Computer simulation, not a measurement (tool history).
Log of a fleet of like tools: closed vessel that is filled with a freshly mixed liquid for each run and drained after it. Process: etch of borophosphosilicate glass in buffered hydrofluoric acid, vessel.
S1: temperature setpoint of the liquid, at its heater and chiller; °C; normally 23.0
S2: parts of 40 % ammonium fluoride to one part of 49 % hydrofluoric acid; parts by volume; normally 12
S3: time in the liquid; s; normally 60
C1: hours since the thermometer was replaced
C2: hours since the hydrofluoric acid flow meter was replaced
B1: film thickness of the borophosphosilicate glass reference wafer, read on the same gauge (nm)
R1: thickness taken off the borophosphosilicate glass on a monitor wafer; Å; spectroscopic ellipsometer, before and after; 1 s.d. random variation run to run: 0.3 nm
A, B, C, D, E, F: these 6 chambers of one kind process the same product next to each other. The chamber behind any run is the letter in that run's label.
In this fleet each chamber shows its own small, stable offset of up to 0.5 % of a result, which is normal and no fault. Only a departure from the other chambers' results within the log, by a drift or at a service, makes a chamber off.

run	hour	S1	S2	S3	C1	C2	B1	R1
1C	4.8	23.0	12	60	83.4	178.0	89.999	816.06
2A	8.4	23.0	12	60	714.1	657.2	90.022	813.66
3D	13.4	23.0	12	60	1717.8	845.6	89.966	819.23
4E	17.7	23.0	12	60	1041.1	1064.7	90.007	814.87
5F	21.3	23.0	12	30	531.8	278.6	89.997	407.23
6B	25.0	23.0	12	30	434.6	1121.1	89.980	406.70
7C	28.1	23.0	12	30	106.7	201.3	90.051	405.20
8A	32.6	23.0	12	30	738.3	681.4	90.023	407.56
9E	37.3	23.0	12	30	1060.7	1084.3	89.945	408.01
10B	40.7	23.0	12	30	450.3	1136.8	90.034	405.52
11F	45.3	23.0	12	60	555.8	302.6	90.005	818.52
12D	48.2	23.0	12	60	1752.6	880.4	90.000	823.69
13F	51.3	23.0	16	35	561.8	308.6	89.956	357.25
14A	55.1	23.0	16	35	760.8	703.9	89.974	358.71
15E	58.9	23.0	16	35	1082.3	1105.9	89.956	358.48
16C	61.8	23.0	16	35	140.4	235.0	89.983	358.04
17B	66.2	23.0	16	35	475.8	1162.3	90.005	355.47
18D	71.0	23.0	16	35	1775.4	903.2	89.964	357.28
19C	75.4	23.0	12	60	154.0	248.6	90.010	812.58
20D	79.1	23.0	10	60	1783.5	911.3	89.975	977.96
21B	81.9	23.0	10	60	491.5	1178.0	89.957	969.84
22A	84.2	23.0	10	60	789.9	733.0	89.990	975.91
23E	89.0	23.0	10	60	1112.4	1136.0	90.029	973.22
24F	92.5	23.0	10	60	603.0	349.8	89.951	972.31
25C	97.2	23.0	10	60	175.8	270.4	89.994	968.47
26B	102.1	23.0	12	60	511.7	1198.2	90.000	807.47
27A	106.6	23.0	12	60	812.3	755.4	90.004	817.60
28E	111.2	23.0	12	60	1134.6	1158.2	90.006	812.56
29F	114.1	23.0	12	60	624.6	371.4	89.996	818.40
30D	116.9	23.0	12	60	1821.3	949.1	89.980	813.65
31C	119.7	23.0	12	60	198.3	292.9	89.966	812.64
32D	123.9	23.0	12	60	1828.3	956.1	90.010	820.02
33B	127.7	18.5	9	60	537.3	1223.8	90.002	815.45
34E	131.2	18.5	9	60	1154.6	1178.2	90.029	813.44
35F	135.9	18.5	9	60	646.4	393.2	90.006	819.09
36A	139.2	18.5	9	60	844.9	788.0	90.059	818.34
37E	142.2	18.5	9	60	1165.6	1189.2	89.992	808.59

One chamber off, gauge drift, or nothing amiss beyond the chambers' own small offsets? If it is a chamber, which one, and what is the likeliest cause?

No chamber is off and the gauge is stable; the differences are just each chamber's small, constant offset.
